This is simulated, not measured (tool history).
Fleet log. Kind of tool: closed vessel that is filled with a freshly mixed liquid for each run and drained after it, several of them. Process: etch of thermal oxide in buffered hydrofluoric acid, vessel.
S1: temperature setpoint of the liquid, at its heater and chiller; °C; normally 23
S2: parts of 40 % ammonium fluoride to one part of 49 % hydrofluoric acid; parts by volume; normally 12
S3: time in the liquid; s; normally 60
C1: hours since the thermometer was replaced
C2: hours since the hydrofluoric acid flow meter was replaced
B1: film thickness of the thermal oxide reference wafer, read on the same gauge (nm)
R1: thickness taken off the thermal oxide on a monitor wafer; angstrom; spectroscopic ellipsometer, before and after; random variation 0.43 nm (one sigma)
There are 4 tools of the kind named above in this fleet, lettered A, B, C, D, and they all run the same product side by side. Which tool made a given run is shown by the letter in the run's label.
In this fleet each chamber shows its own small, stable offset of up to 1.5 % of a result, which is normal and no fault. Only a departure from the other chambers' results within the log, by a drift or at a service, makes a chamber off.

run   hour    S1    S2  S3      C1      C2      B1      R1
 1D    8.8    23    12  60  1055.6   403.6  79.986  563.86
 2A   21.7    23    12  60  1745.1   622.9  79.949   563.6
 3C   33.6    23    12  60  1245.8   875.7  79.993  564.91
 4B   46.5    23    12  60  2018.5     176  80.001   560.6
 5B   54.6    23    12  45  2026.6   184.1  79.968  418.58
 6D     61    23    12  45  1107.8   455.8  79.999  417.23
        64  -- chamber A: hydrofluoric acid flow meter replaced
 7A   66.9    23    12  45  1790.3     2.9  79.983  426.51
 8C   79.5    23    12  45  1291.7   921.6  80.008  422.04
 9A   88.8    23    12  60  1812.2    24.8  79.996  563.03
10C   98.7    23    12  60  1310.9   940.8  80.007   572.6
11B  108.3    23    12  60  2080.3   237.8  80.016     555
     110.8  -- chamber C: thermometer replaced
12D  114.1    23    12  85  1160.9   508.9  80.003  804.97
13D  125.1    23    12  85  1171.9   519.9  80.021  788.99
14A  133.1    23    12  85  1856.5    69.1   80.03  803.75
15C  140.2    23    12  85    29.4   982.3  79.964  810.52
16B  150.6    23    12  60  2122.6   280.1  79.991   564.8
17B    160    25    12  60    2132   289.5  79.977  630.91
18C  173.3    25    12  60    62.5  1015.4  80.005  628.99
19A  182.9    25    12  60  1906.3   118.9  79.993  630.48
20D    189    25    12  60  1235.8   583.8  80.029  624.88
21A  194.8    23    12  60  1918.2   130.8  80.023  572.06
22B  203.4    23    12  60  2175.4   332.9  80.001  577.38
23C  209.8    23    12  60      99  1051.9  80.003  567.14
24D    221  27.5    12  75  1267.8   615.8  79.998  892.52
25A  233.8  27.5    12  75  1957.2   169.8  79.988  909.08
26D    244  27.5    12  75  1290.8   638.8  79.968     908
27B  252.8  27.5    12  75  2224.8   382.3  79.999  952.16
28C  259.9    23    12  60   149.1    1102   80.02  570.74
29B  267.7  25.5    14  60  2239.7   397.2  79.994   589.1
30A    274  25.5    14  60  1997.4     210  79.994  563.32
31D  281.8  25.5    14  60  1328.6   676.6  79.989  563.39
32C  291.3  25.5    14  60   180.5  1133.4  79.994  562.43
33C  303.3  26.5  15.5  60   192.5  1145.4  79.952  535.79

Is one chamber out of step, is the gauge drifting, or do the chambers differ by no more than their own small offsets? For an off chamber, give its letter and the likeliest cause.

One chamber, B, drifts off from the rest bit by bit.
Likeliest cause: hydrofluoric acid flow above the setpoint (%) = 9.22.
From this log alone, it may not be told apart from: liquid hotter than its thermometer reads (K).

Chamber B could run next with any of the 4 candidate recipes listed below; each alters the usual settings, and their results appear as question marks. Which one brings its results back in line with what the other chambers deliver on the usual settings?
In line here means within this much of the mean the other chambers give on the usual settings: R1 15 angstrom
34B-1  312.8  23.5    12  60               ?
34B-2  312.8  22.5    12  60               ?
34B-3  312.8  22.5  12.5  60               ?
34B-4  312.8    23    12  65               ?

Other chambers, usual settings, mean: R1 566.18 angstrom
  run      R1
34B-1  623.48
34B-2  589.53
34B-3  566.83
34B-4  656.82
It is 34B-3 that realigns the chamber with its peers.

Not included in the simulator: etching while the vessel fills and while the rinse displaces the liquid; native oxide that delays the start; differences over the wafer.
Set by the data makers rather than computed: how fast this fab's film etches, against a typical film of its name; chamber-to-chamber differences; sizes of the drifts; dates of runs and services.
